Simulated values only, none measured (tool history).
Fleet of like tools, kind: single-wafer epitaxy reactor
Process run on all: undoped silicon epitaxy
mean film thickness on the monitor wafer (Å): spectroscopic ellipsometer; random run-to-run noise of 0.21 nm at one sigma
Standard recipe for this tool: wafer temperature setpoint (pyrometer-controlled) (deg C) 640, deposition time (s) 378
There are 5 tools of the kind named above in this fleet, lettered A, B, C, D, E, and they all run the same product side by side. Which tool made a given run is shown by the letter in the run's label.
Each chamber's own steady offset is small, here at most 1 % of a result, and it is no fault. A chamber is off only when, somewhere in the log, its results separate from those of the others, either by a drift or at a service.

run	hour	wafer temperature setpoint (pyrometer-controlled) (deg C)	deposition time (s)	hours since the last pyrometer calibration	read-back reference wafer on the same gauge, thickness_nm	mean film thickness on the monitor wafer (Å)
1A	4.6	640	378	133.9	51.225	506.81
2B	7.8	640	378	982.1	51.194	509.66
3C	11.6	640	378	893.7	51.199	506.57
4E	18.1	640	378	1035.4	51.247	507.35
5D	23.9	640	378	664.4	51.184	505.8
6C	27	640	378	909.1	51.123	505.5
7E	32.6	640	378	1049.9	51.228	509.76
8A	37.2	640	378	166.5	51.152	509.21
9D	42.4	640	403	682.9	51.255	539.56
10B	45.3	640	403	1019.6	51.184	541.09
11B	49.4	640	403	1023.7	51.211	545.79
# hour 49.9: chamber C: pyrometer calibrated
12E	53	640	403	1070.3	51.23	538.69
13C	56.1	640	403	6.2	51.214	515.52
14D	60	629	346	700.5	51.232	359.24
15A	64.4	629	346	193.7	51.193	361.69
16E	68.2	629	346	1085.5	51.208	362.78
17D	72.7	629	346	713.2	51.177	358.63
18A	76.1	629	346	205.4	51.174	364.36
19B	81.3	640	378	1055.6	51.163	512.22
20C	85.3	640	378	35.4	51.197	480.19
21C	88.4	640	378	38.5	51.176	479.6
22A	92.7	640	378	222	51.203	510.06
23D	98.7	640	378	739.2	51.157	507.22
24E	103.6	640	378	1120.9	51.189	508.55
25B	108.4	640	378	1082.7	51.182	512.9
26E	114.3	629	352	1131.6	51.163	367.54
27C	120.3	629	352	70.4	51.239	350.63
28D	124.4	629	352	764.9	51.212	364.61
29A	127.2	629	352	256.5	51.246	369.65
30B	130.9	629	352	1105.2	51.123	372.43
31E	137.2	650	434	1154.5	51.203	722.22
32C	140.8	650	434	90.9	51.244	695.71
33A	144.7	650	434	274	51.15	726.14
34D	149	650	434	789.5	51.187	726.94

Is one chamber out of step, is the gauge drifting, or do the chambers differ by no more than their own small offsets? For an off chamber, give its letter and the likeliest cause.

Chamber C has stood off from the others ever since a service on it.
Cause: wafer temperature below the value expected at the setpoint (K) = 1.83.

Below are 4 candidate recipes for chamber C's next run, each the usual settings with a change, their results shown as question marks. Which of them brings C's results back in line with what the other chambers give on the usual settings?
To be in line, a result may differ from the other chambers' mean on the usual settings by at most: mean film thickness on the monitor wafer (Å) 7.2
35C-1	153.7	642	378			?
35C-2	153.7	643	385			?
35C-3	153.7	640	347			?
35C-4	153.7	640	360			?

Average result of the remaining chambers running the usual settings: mean film thickness on the monitor wafer (Å) 507.58
run	mean film thickness on the monitor wafer (Å)
35C-1	507.53
35C-2	528.71
35C-3	445.3
35C-4	461.99
It is 35C-1 that realigns the chamber with its peers.

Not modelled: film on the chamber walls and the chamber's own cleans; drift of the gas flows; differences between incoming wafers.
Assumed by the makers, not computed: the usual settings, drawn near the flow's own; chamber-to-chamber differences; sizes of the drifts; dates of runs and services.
